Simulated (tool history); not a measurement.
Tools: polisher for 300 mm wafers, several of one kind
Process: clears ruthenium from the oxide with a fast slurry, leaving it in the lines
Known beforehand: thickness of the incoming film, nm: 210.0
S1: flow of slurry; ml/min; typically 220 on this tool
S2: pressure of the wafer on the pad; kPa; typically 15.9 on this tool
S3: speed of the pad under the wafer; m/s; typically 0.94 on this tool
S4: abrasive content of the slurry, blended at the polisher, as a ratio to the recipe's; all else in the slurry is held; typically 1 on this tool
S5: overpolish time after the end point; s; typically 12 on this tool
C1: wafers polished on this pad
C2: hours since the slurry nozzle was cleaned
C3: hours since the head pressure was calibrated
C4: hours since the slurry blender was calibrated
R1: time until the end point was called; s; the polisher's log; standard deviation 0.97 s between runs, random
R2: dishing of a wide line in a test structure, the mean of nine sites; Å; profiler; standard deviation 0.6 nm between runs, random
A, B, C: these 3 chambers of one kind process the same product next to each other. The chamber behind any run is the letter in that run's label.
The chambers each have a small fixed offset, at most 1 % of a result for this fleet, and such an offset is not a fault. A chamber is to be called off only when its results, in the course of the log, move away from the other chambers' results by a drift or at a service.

| run | day | S1 | S2 | S3 | S4 | S5 | C1 | C2 | C3 | C4 | R1 | R2 |
|---|---|---|---|---|---|---|---|---|---|---|---|---|
| 1C | 0.254 | 220 | 15.9 | 0.94 | 1 | 12 | 249 | 290.4 | 334.3 | 67.9 | 56.361 | 346.13 |
|  | 0.304 | chamber C: slurry nozzle cleaned |
| 2B | 0.504 | 220 | 15.9 | 0.94 | 1 | 12 | 892 | 231.4 | 203.2 | 321.2 | 55.7 | 345.68 |
| 3A | 0.688 | 220 | 15.9 | 0.94 | 1 | 12 | 413 | 637.5 | 633.9 | 138.2 | 57.576 | 347.59 |
| 4A | 0.992 | 220 | 15.9 | 0.94 | 1 | 12 | 470 | 644.8 | 641.2 | 145.5 | 58.353 | 332.13 |
|  | 1.208 | chamber A: slurry blender recalibrated |
| 5C | 1.308 | 220 | 15.9 | 0.94 | 1 | 12 | 445 | 24.2 | 359.6 | 93.2 | 57.11 | 350.99 |
| 6B | 1.625 | 220 | 15.9 | 0.94 | 1 | 12 | 1100 | 258.3 | 230.1 | 348.1 | 57.814 | 353.15 |
|  | 1.833 | chamber C: worn pad replaced by a new one |
| 7C | 1.854 | 220 | 15.9 | 0.7 | 1 | 12 | 4 | 37.3 | 372.7 | 106.3 | 75.719 | 268.63 |
|  | 2.104 | chamber B: worn pad replaced by a new one |
| 8B | 2.133 | 220 | 15.9 | 0.7 | 1 | 12 | 5 | 270.5 | 242.3 | 360.3 | 75.927 | 269.39 |
| 9A | 2.412 | 220 | 15.9 | 0.7 | 1 | 12 | 734 | 678.9 | 675.3 | 29 | 77.85 | 257.56 |
| 10C | 2.692 | 220 | 15.9 | 0.94 | 1 | 12 | 160 | 57.4 | 392.8 | 126.4 | 56.589 | 337.07 |
|  | 2.788 | chamber B: slurry blender recalibrated |
| 11A | 2.933 | 220 | 15.9 | 0.94 | 1 | 12 | 831 | 691.4 | 687.8 | 41.5 | 57.925 | 348.96 |
| 12B | 3.129 | 220 | 15.9 | 0.94 | 1 | 12 | 190 | 294.4 | 266.2 | 8.2 | 56.78 | 354.44 |
|  | 3.258 | chamber A: slurry nozzle cleaned |
| 13C | 3.35 | 220 | 15.9 | 0.94 | 1 | 12 | 282 | 73.2 | 408.6 | 142.2 | 57.436 | 358.42 |
| 14B | 3.679 | 220 | 15.9 | 0.94 | 1 | 12 | 293 | 307.6 | 279.4 | 21.4 | 56.112 | 354.61 |
| 15A | 3.938 | 220 | 15.9 | 0.94 | 1 | 12 | 1018 | 16.3 | 711.9 | 65.6 | 57.518 | 347.89 |
| 16B | 4.233 | 220 | 15.9 | 0.94 | 1 | 12 | 396 | 320.9 | 292.7 | 34.7 | 53.94 | 360.82 |
| 17C | 4.517 | 220 | 15.9 | 0.94 | 1 | 12 | 499 | 101.2 | 436.6 | 170.2 | 57.854 | 338.71 |
| 18A | 4.888 | 220 | 15.9 | 0.94 | 1 | 12 | 1194 | 39.1 | 734.7 | 88.4 | 59.72 | 335.97 |
| 19C | 5.133 | 220 | 15.9 | 0.94 | 1 | 12 | 614 | 116 | 451.4 | 185 | 56.311 | 354.63 |
| 20B | 5.333 | 220 | 15.9 | 0.94 | 1 | 12 | 600 | 347.3 | 319.1 | 61.1 | 56.589 | 357.71 |
|  | 5.388 | chamber B: slurry nozzle cleaned |
|  | 5.575 | chamber C: worn pad replaced by a new one |
| 21A | 5.575 | 220 | 15.9 | 0.94 | 1 | 12 | 1322 | 55.6 | 751.2 | 104.9 | 59.159 | 338.44 |
| 22A | 5.783 | 220 | 15.9 | 0.94 | 1 | 12 | 1361 | 60.6 | 756.2 | 109.9 | 59.173 | 327.98 |
| 23B | 6.042 | 220 | 15.9 | 0.94 | 1 | 12 | 732 | 15.7 | 336.1 | 78.1 | 55.318 | 348.05 |
| 24C | 6.421 | 220 | 15.9 | 0.94 | 1 | 12 | 157 | 146.9 | 482.3 | 215.9 | 55.71 | 340.76 |
| 25B | 6.654 | 220 | 15.9 | 0.94 | 1 | 12 | 846 | 30.4 | 350.8 | 92.8 | 56.519 | 348.59 |
| 26A | 6.85 | 220 | 15.9 | 0.94 | 1 | 12 | 1559 | 86.2 | 781.8 | 135.5 | 62.298 | 320.69 |
|  | 7.108 | chamber A: slurry blender recalibrated |
| 27C | 7.229 | 220 | 15.9 | 0.94 | 1 | 12 | 307 | 166.3 | 501.7 | 235.3 | 57.797 | 347.62 |
| 28A | 7.408 | 220 | 15.9 | 0.94 | 1 | 12 | 1663 | 99.6 | 795.2 | 7.3 | 61.927 | 324.88 |
| 29C | 7.746 | 220 | 15.9 | 0.94 | 1 | 12 | 403 | 178.7 | 514.1 | 247.7 | 55.462 | 351.15 |
| 30B | 8.017 | 220 | 15.9 | 0.94 | 1 | 12 | 1099 | 63.1 | 383.5 | 125.5 | 56.385 | 359.45 |
|  | 8.071 | chamber B: worn pad replaced by a new one |
| 31A | 8.258 | 220 | 15.9 | 0.94 | 1 | 12 | 1821 | 120 | 815.6 | 27.7 | 64.029 | 312.42 |
| 32C | 8.538 | 220 | 15.9 | 0.94 | 1 | 12 | 551 | 197.7 | 533.1 | 266.7 | 56.106 | 349.35 |
| 33B | 8.821 | 220 | 15.9 | 0.94 | 1 | 12 | 140 | 82.4 | 402.8 | 144.8 | 57.424 | 345.8 |

Has any chamber moved away from the others, gradually or after a service, or does the common gauge drift, or do the chambers differ only by their own small steady offsets? State the chamber and the most likely cause if one applies.

One chamber, A, drifts off from the rest bit by bit.
Most likely cause: removal rate lost through wear of the pad, % = 12.
The log might look much the same if the cause were instead: head's pressure below its setpoint, %.

Which of the 4 candidates below, each the usual settings with something changed and its results left as question marks, puts chamber A back in line with what the other chambers give on the usual settings?
In-line tolerance around the mean of the other chambers on the usual settings: R1 3.4 s; R2 21 Å
| 34A-1 | 9.096 | 220 | 17.2 | 1 | 1 | 12 |  |  |  |  | ? | ? |
| 34A-2 | 9.096 | 220 | 15.9 | 0.96 | 1 | 12 |  |  |  |  | ? | ? |
| 34A-3 | 9.096 | 220 | 15.9 | 0.92 | 1 | 12 |  |  |  |  | ? | ? |
| 34A-4 | 9.096 | 220 | 15.2 | 0.88 | 1 | 12 |  |  |  |  | ? | ? |

Other chambers, usual settings, mean: R1 56.603 s; R2 348.02 Å
| run | R1 | R2 |
|---|---|---|
| 34A-1 | 56.206 | 352.02 |
| 34A-2 | 63.687 | 316.2 |
| 34A-3 | 66.487 | 304.59 |
| 34A-4 | 72.718 | 281.56 |
34A-1 brings the chamber back in line.
